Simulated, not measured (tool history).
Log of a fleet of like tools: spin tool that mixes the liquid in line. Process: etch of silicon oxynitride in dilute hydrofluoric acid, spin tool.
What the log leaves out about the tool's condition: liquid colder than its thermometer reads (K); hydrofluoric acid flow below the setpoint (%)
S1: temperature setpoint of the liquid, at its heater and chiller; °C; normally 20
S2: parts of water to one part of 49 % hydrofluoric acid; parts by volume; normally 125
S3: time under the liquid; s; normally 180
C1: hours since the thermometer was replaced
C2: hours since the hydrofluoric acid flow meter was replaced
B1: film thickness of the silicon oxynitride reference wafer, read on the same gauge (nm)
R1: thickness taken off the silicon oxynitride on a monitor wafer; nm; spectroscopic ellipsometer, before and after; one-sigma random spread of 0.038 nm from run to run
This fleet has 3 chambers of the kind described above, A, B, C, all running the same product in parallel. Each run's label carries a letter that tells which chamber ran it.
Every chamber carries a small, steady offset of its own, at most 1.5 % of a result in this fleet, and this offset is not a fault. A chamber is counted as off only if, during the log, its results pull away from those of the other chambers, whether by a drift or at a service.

run,day,S1,S2,S3,C1,C2,B1,R1
1C,0.325,20,125,180,961.2,121.6,60.015,1.64220
2B,0.708,20,125,180,395.7,299.4,59.993,1.66000
3A,0.975,20,125,180,291.9,806.6,60.023,1.62610
4B,1.504,20,125,180,414.8,318.5,60.004,1.64680
5C,1.967,20,125,180,1000.6,161.0,60.001,1.68330
6A,2.404,20,125,180,326.2,840.9,60.018,1.65160
7A,3.004,20,125,105,340.6,855.3,60.004,0.95942
8C,3.375,20,125,105,1034.4,194.8,59.973,0.98346
9B,3.908,20,125,105,472.5,376.2,60.013,0.97755
10B,4.221,20,125,180,480.0,383.7,60.017,1.61930
11C,4.721,20,125,180,1066.7,227.1,60.038,1.69940
12A,5.104,20,125,180,391.0,905.7,60.056,1.69810
13B,5.388,20,125,180,508.0,411.7,60.014,1.67110
14A,5.950,20,125,180,411.3,926.0,60.018,1.67250
15C,6.396,20,125,180,1106.9,267.3,60.022,1.67310
16C,6.971,20,125,180,1120.7,281.1,60.030,1.60130
17B,7.479,22,150,180,558.2,461.9,60.043,1.50160
18A,8.071,22,150,180,462.2,976.9,60.036,1.47880
19C,8.575,22,150,180,1159.2,319.6,59.997,1.46750
20B,9.004,20,125,180,594.8,498.5,59.999,1.63270
21A,9.458,20,125,180,495.5,1010.2,60.022,1.61200
22A,9.788,20,125,180,503.4,1018.1,60.003,1.63310
23C,10.275,20,125,180,1200.0,360.4,59.989,1.64830
24B,10.712,20,125,180,635.8,539.5,59.994,1.61910
25B,11.146,20,125,180,646.2,549.9,59.969,1.62980
26C,11.683,20,125,180,1233.8,394.2,60.016,1.67930
27A,11.954,20,125,180,555.4,1070.1,59.994,1.65580
28C,12.483,20,125,180,1253.0,413.4,59.994,1.68260
29B,13.079,20,125,180,692.6,596.3,59.993,1.63750
30A,13.633,20,125,180,595.7,1110.4,59.995,1.72490
31C,14.158,20,125,180,1293.2,453.6,59.974,1.69130
32B,14.675,20,125,180,730.9,634.6,59.967,1.65870
33A,15.146,20,125,180,632.0,1146.7,60.001,1.66050
34B,15.562,20,125,180,752.2,655.9,60.024,1.58090
35A,16.162,20,125,180,656.4,1171.1,60.003,1.68330
36C,16.658,20,125,180,1353.2,513.6,59.982,1.59150
37B,17.229,20,125,180,792.2,695.9,59.988,1.65430
38C,17.521,20,125,180,1373.9,534.3,59.948,1.68190
39A,17.962,20,125,180,699.6,1214.3,60.004,1.69090
40A,18.262,20,125,180,706.8,1221.5,59.973,1.70500
41B,18.567,20,125,180,824.3,728.0,59.977,1.70770
42C,18.950,20,125,180,1408.2,568.6,59.989,1.67710
43A,19.350,20,125,180,732.9,1247.6,59.937,1.67490
44C,19.754,20,125,180,1427.5,587.9,59.978,1.67480

Is one chamber off against the others, does the gauge drift, or is nothing wrong? If a chamber is off, say which, and what the likeliest cause is.

No chamber is off and the gauge is stable; the differences are just each chamber's small, constant offset.
